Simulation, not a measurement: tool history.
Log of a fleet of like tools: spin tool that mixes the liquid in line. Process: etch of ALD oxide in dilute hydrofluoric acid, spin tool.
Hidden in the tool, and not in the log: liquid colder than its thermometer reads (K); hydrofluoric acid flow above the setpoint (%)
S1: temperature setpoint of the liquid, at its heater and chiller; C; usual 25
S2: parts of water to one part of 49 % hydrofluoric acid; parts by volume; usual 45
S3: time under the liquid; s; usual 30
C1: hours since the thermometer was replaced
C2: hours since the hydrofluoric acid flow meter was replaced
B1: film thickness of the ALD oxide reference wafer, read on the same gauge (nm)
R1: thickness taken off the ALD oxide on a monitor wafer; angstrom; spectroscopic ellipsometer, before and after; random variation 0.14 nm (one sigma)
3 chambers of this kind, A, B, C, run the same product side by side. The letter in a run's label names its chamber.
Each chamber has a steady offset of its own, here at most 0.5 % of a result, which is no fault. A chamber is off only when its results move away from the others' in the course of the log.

run	day	S1	S2	S3	C1	C2	B1	R1
1C	0.154	25	45	30	1223.8	384.1	89.972	181.29
2B	0.267	25	45	30	1670.7	1649.7	90	182.42
3A	0.446	25	45	30	622.6	1643.2	90.005	185.5
4A	0.596	25	45	30	626.2	1646.8	89.971	180.69
5C	0.838	25	45	30	1240.2	400.5	90.002	178.55
6B	1.046	25	45	30	1689.4	1668.4	90.017	184.42
7A	1.179	25	45	30	640.2	1660.8	90.01	185.84
8B	1.4	25	45	30	1697.9	1676.9	89.977	183.66
9C	1.638	25	45	30	1259.4	419.7	90.016	181.85
10B	1.754	25	45	30	1706.4	1685.4	90.015	180.19
11A	1.942	25	45	30	658.5	1679.1	89.959	181.34
12C	2.071	25	45	30	1269.8	430.1	90.017	178.94
13A	2.312	25	45	30	667.4	1688	89.943	184.26
14B	2.425	25	45	30	1722.5	1701.5	90.022	180.71
15C	2.667	25	45	30	1284.1	444.4	90.009	182.26
16C	2.917	25	55	15	1290.1	450.4	90.017	73.088
17A	3.104	25	55	15	686.4	1707	90.058	73.926
18B	3.283	25	55	15	1743.1	1722.1	90.036	73.69
19A	3.462	25	45	30	695	1715.6	90.008	183.12
20B	3.654	25	45	30	1752	1731	89.997	184.04
21C	3.9	25	45	30	1313.7	474	90.006	178.36
22C	4.029	25	60	50	1316.8	477.1	90.034	223.84
23A	4.171	25	60	50	712	1732.6	90	226.14
24B	4.329	25	60	50	1768.2	1747.2	90.017	227.78
25A	4.471	25	45	30	719.2	1739.8	89.959	183.46
26B	4.658	25	45	30	1776.1	1755.1	90.041	184.49
27C	4.771	25	45	30	1334.6	494.9	89.989	183.23
28A	4.883	25	45	30	729.1	1749.7	89.965	180.94
29B	5.004	25	45	30	1784.4	1763.4	90.031	183.2

Next, every chamber runs the same settings. What will each give?
30A	5.183	25	45	30				?
30B	5.183	25	45	30				?
30C	5.183	25	45	30				?

run	R1
30A	183.95
30B	185.47
30C	176.87
